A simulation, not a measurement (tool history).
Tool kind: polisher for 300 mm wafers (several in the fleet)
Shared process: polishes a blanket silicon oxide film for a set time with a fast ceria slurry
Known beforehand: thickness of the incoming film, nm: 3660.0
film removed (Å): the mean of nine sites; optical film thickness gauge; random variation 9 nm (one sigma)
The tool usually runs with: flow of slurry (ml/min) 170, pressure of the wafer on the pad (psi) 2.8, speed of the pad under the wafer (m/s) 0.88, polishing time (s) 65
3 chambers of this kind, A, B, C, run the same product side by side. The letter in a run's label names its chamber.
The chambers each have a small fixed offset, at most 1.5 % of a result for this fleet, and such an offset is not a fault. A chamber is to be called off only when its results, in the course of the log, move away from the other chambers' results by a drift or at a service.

run    day  flow of slurry (ml/min)  pressure of the wafer on the pad (psi)  speed of the pad under the wafer (m/s)  polishing time (s)  film removed (Å)
 1B  0.138                      170                                     2.8                                    0.88                  65           10974.0
 2A  0.288                      170                                     2.8                                    0.88                  65           10691.0
 3C  0.521                      170                                     2.8                                    0.88                  65           10725.0
 4C  0.704                      170                                     2.8                                    0.88                  65           10728.0
 5A  0.850                      170                                     2.5                                    1.00                  65           10883.0
     0.950  -- chamber B: worn pad replaced by a new one
 6B  1.104                      170                                     2.5                                    1.00                  65           11267.0
 7C  1.225                      170                                     2.5                                    1.00                  65           10944.0
     1.312  -- chamber A: worn pad replaced by a new one
 8B  1.442                      170                                     2.8                                    0.88                  65           10849.0
 9A  1.696                      170                                     2.8                                    0.88                  65           10765.0
10C  1.808                      170                                     2.8                                    0.88                  65           10730.0
11A  1.921                      170                                     2.8                                    0.88                  65           10836.0
12B  2.117                      170                                     2.8                                    0.88                  65           10881.0
     2.138  -- chamber C: worn pad replaced by a new one
     2.192  -- chamber C: slurry nozzle cleaned
13C  2.258                      170                                     2.8                                    0.88                  65           10775.0
14A  2.517                      170                                     2.8                                    0.88                  65           10764.0
15B  2.708                      170                                     2.8                                    1.02                  65           12613.0
16A  2.875                      170                                     2.8                                    1.02                  65           12365.0
17C  3.033                      170                                     2.8                                    1.02                  65           12428.0
     3.067  -- chamber B: worn pad replaced by a new one
18B  3.167                      170                                     2.8                                    0.88                  65           10928.0
19C  3.346                      170                                     2.8                                    0.88                  65           10881.0
20A  3.462                      205                                     2.8                                    0.88                  65           10993.0
21B  3.671                      205                                     2.8                                    0.88                  65           11383.0
     3.804  -- chamber A: worn pad replaced by a new one
22A  3.867                      205                                     2.8                                    0.88                  65           11213.0
     4.021  -- chamber C: head pressure recalibrated
23B  4.038                      170                                     2.8                                    0.88                  65           10905.0
24C  4.225                      170                                     2.8                                    0.88                  65           11727.0
     4.383  -- chamber B: slurry nozzle cleaned
25C  4.417                      170                                     2.8                                    1.16                  80           18997.0
26A  4.533                      170                                     2.8                                    1.16                  80           17629.0
27B  4.696                      170                                     2.8                                    1.16                  80           17914.0
28A  4.825                      170                                     2.8                                    0.88                  65           10841.0
29C  4.950                      170                                     2.8                                    0.88                  65           11947.0
     4.992  -- chamber C: worn pad replaced by a new one
30B  5.108                      170                                     2.8                                    0.88                  65           10888.0
     5.258  -- chamber B: worn pad replaced by a new one
31B  5.350                      170                                     3.4                                    0.88                  65           13260.0
32C  5.488                      170                                     3.4                                    0.88                  65           14366.0
33A  5.654                      170                                     3.4                                    0.88                  65           12887.0
34A  5.783                      170                                     2.8                                    0.88                  65           10900.0
35B  5.929                      170                                     2.8                                    0.88                  65           10930.0
36C  6.158                      170                                     2.8                                    0.88                  65           11851.0
37A  6.383                      170                                     2.0                                    0.80                  65            6834.9
     6.529  -- chamber A: worn pad replaced by a new one
38B  6.529                      170                                     2.0                                    0.80                  65            7172.2
39C  6.712                      170                                     2.0                                    0.80                  65            7615.0
     6.929  -- chamber B: worn pad replaced by a new one
40A  6.938                      170                                     2.8                                    0.88                  65           10961.0
41C  7.162                      170                                     2.8                                    0.88                  65           11881.0
42B  7.283                      170                                     2.8                                    0.88                  65           11060.0

Predict what each chamber gives when all 3 of them run the settings below next.
43A  7.471                      170                                     2.8                                    0.88                  51                 ?
43B  7.471                      170                                     2.8                                    0.88                  51                 ?
43C  7.471                      170                                     2.8                                    0.88                  51                 ?

run  film removed (Å)
43A            8522.5
43B            8678.4
43C            9279.3

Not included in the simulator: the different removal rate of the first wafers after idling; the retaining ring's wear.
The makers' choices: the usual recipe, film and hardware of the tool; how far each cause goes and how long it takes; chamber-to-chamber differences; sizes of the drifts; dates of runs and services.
